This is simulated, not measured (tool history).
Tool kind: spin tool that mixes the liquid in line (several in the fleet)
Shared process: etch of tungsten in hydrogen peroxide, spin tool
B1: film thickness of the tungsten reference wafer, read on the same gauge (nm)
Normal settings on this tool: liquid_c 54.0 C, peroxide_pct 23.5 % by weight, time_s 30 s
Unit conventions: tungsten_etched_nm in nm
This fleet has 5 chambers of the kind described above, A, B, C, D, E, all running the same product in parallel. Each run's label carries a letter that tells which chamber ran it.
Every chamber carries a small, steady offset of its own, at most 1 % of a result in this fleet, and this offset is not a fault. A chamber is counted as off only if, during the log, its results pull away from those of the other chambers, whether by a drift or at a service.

{"run": "1D", "hour": 8.3, "liquid_c": 54.0, "peroxide_pct": 23.5, "time_s": 30, "B1": 110.03, "tungsten_etched_nm": 100.02}
{"run": "2C", "hour": 17.6, "liquid_c": 54.0, "peroxide_pct": 23.5, "time_s": 30, "B1": 110.01, "tungsten_etched_nm": 100.69}
{"hour": 26.9, "done": "chamber E: heated supply line repaired"}
{"run": "3B", "hour": 30.2, "liquid_c": 54.0, "peroxide_pct": 23.5, "time_s": 30, "B1": 110.0, "tungsten_etched_nm": 100.93}
{"run": "4E", "hour": 37.7, "liquid_c": 54.0, "peroxide_pct": 23.5, "time_s": 30, "B1": 109.98, "tungsten_etched_nm": 101.45}
{"run": "5A", "hour": 49.2, "liquid_c": 47.5, "peroxide_pct": 19.5, "time_s": 30, "B1": 110.02, "tungsten_etched_nm": 61.359}
{"run": "6A", "hour": 57.2, "liquid_c": 47.5, "peroxide_pct": 19.5, "time_s": 30, "B1": 109.98, "tungsten_etched_nm": 61.731}
{"run": "7E", "hour": 68.8, "liquid_c": 47.5, "peroxide_pct": 19.5, "time_s": 30, "B1": 110.01, "tungsten_etched_nm": 61.631}
{"run": "8B", "hour": 79.2, "liquid_c": 47.5, "peroxide_pct": 19.5, "time_s": 30, "B1": 110.0, "tungsten_etched_nm": 62.443}
{"run": "9C", "hour": 86.9, "liquid_c": 47.5, "peroxide_pct": 19.5, "time_s": 30, "B1": 109.99, "tungsten_etched_nm": 61.801}
{"run": "10D", "hour": 95.8, "liquid_c": 54.0, "peroxide_pct": 23.5, "time_s": 30, "B1": 109.97, "tungsten_etched_nm": 100.29}
{"run": "11E", "hour": 104.1, "liquid_c": 54.0, "peroxide_pct": 23.5, "time_s": 30, "B1": 110.02, "tungsten_etched_nm": 101.78}
{"run": "12C", "hour": 116.3, "liquid_c": 54.0, "peroxide_pct": 23.5, "time_s": 30, "B1": 109.98, "tungsten_etched_nm": 101.12}
{"run": "13A", "hour": 125.1, "liquid_c": 54.0, "peroxide_pct": 23.5, "time_s": 30, "B1": 110.0, "tungsten_etched_nm": 99.15}
{"run": "14B", "hour": 131.2, "liquid_c": 54.0, "peroxide_pct": 23.5, "time_s": 30, "B1": 110.0, "tungsten_etched_nm": 100.51}
{"run": "15D", "hour": 138.1, "liquid_c": 54.0, "peroxide_pct": 28.0, "time_s": 30, "B1": 110.01, "tungsten_etched_nm": 108.18}
{"run": "16E", "hour": 149.9, "liquid_c": 54.0, "peroxide_pct": 28.0, "time_s": 30, "B1": 110.0, "tungsten_etched_nm": 110.77}
{"run": "17D", "hour": 155.5, "liquid_c": 54.0, "peroxide_pct": 28.0, "time_s": 30, "B1": 110.04, "tungsten_etched_nm": 109.09}
{"run": "18B", "hour": 168.1, "liquid_c": 54.0, "peroxide_pct": 28.0, "time_s": 30, "B1": 109.99, "tungsten_etched_nm": 111.97}
{"run": "19C", "hour": 179.8, "liquid_c": 54.0, "peroxide_pct": 28.0, "time_s": 30, "B1": 110.02, "tungsten_etched_nm": 109.0}
{"run": "20A", "hour": 185.6, "liquid_c": 54.0, "peroxide_pct": 23.5, "time_s": 30, "B1": 110.01, "tungsten_etched_nm": 100.17}
{"hour": 189.0, "done": "chamber D: new drum of peroxide connected"}
{"run": "21B", "hour": 196.1, "liquid_c": 54.0, "peroxide_pct": 23.5, "time_s": 30, "B1": 109.98, "tungsten_etched_nm": 101.3}
{"run": "22D", "hour": 204.8, "liquid_c": 50.0, "peroxide_pct": 23.5, "time_s": 15, "B1": 110.01, "tungsten_etched_nm": 39.212}
{"hour": 214.0, "done": "chamber B: thermometer replaced"}
{"run": "23A", "hour": 214.5, "liquid_c": 50.0, "peroxide_pct": 23.5, "time_s": 15, "B1": 110.02, "tungsten_etched_nm": 39.8}
{"run": "24E", "hour": 223.6, "liquid_c": 50.0, "peroxide_pct": 23.5, "time_s": 15, "B1": 110.02, "tungsten_etched_nm": 39.892}
{"run": "25C", "hour": 235.2, "liquid_c": 50.0, "peroxide_pct": 23.5, "time_s": 15, "B1": 109.96, "tungsten_etched_nm": 38.842}
{"hour": 243.2, "done": "chamber D: heated supply line repaired"}
{"run": "26E", "hour": 245.6, "liquid_c": 50.0, "peroxide_pct": 23.5, "time_s": 15, "B1": 109.98, "tungsten_etched_nm": 39.484}
{"run": "27B", "hour": 254.6, "liquid_c": 63.0, "peroxide_pct": 23.5, "time_s": 30, "B1": 110.0, "tungsten_etched_nm": 167.98}
{"run": "28D", "hour": 263.5, "liquid_c": 63.0, "peroxide_pct": 23.5, "time_s": 30, "B1": 110.01, "tungsten_etched_nm": 167.29}
{"hour": 270.0, "done": "chamber C: peroxide flow meter replaced"}
{"run": "29A", "hour": 270.9, "liquid_c": 63.0, "peroxide_pct": 23.5, "time_s": 30, "B1": 110.02, "tungsten_etched_nm": 170.58}
{"run": "30C", "hour": 283.3, "liquid_c": 63.0, "peroxide_pct": 23.5, "time_s": 30, "B1": 110.03, "tungsten_etched_nm": 164.99}
{"run": "31D", "hour": 294.3, "liquid_c": 63.0, "peroxide_pct": 23.5, "time_s": 30, "B1": 110.01, "tungsten_etched_nm": 170.85}
{"run": "32C", "hour": 304.0, "liquid_c": 54.0, "peroxide_pct": 23.5, "time_s": 30, "B1": 110.01, "tungsten_etched_nm": 98.197}
{"run": "33A", "hour": 313.5, "liquid_c": 54.0, "peroxide_pct": 23.5, "time_s": 30, "B1": 109.96, "tungsten_etched_nm": 100.75}
{"run": "34B", "hour": 321.8, "liquid_c": 54.0, "peroxide_pct": 19.0, "time_s": 30, "B1": 109.97, "tungsten_etched_nm": 91.384}
{"run": "35E", "hour": 330.9, "liquid_c": 54.0, "peroxide_pct": 19.0, "time_s": 30, "B1": 109.96, "tungsten_etched_nm": 91.217}
{"run": "36E", "hour": 337.5, "liquid_c": 54.0, "peroxide_pct": 19.0, "time_s": 30, "B1": 109.97, "tungsten_etched_nm": 91.054}
{"run": "37B", "hour": 345.9, "liquid_c": 54.0, "peroxide_pct": 19.0, "time_s": 30, "B1": 110.0, "tungsten_etched_nm": 90.312}
{"run": "38C", "hour": 352.1, "liquid_c": 54.0, "peroxide_pct": 19.0, "time_s": 30, "B1": 110.05, "tungsten_etched_nm": 88.414}

For the next run the whole fleet of 5 chambers uses the same settings. Give each chamber's results:
{"run": "39A", "hour": 361.3, "liquid_c": 54.0, "peroxide_pct": 23.5, "time_s": 30, "tungsten_etched_nm": "?"}
{"run": "39B", "hour": 361.3, "liquid_c": 54.0, "peroxide_pct": 23.5, "time_s": 30, "tungsten_etched_nm": "?"}
{"run": "39C", "hour": 361.3, "liquid_c": 54.0, "peroxide_pct": 23.5, "time_s": 30, "tungsten_etched_nm": "?"}
{"run": "39D", "hour": 361.3, "liquid_c": 54.0, "peroxide_pct": 23.5, "time_s": 30, "tungsten_etched_nm": "?"}
{"run": "39E", "hour": 361.3, "liquid_c": 54.0, "peroxide_pct": 23.5, "time_s": 30, "tungsten_etched_nm": "?"}

run=39A tungsten_etched_nm=99.583
run=39B tungsten_etched_nm=102.070
run=39C tungsten_etched_nm=96.865
run=39D tungsten_etched_nm=99.829
run=39E tungsten_etched_nm=100.340

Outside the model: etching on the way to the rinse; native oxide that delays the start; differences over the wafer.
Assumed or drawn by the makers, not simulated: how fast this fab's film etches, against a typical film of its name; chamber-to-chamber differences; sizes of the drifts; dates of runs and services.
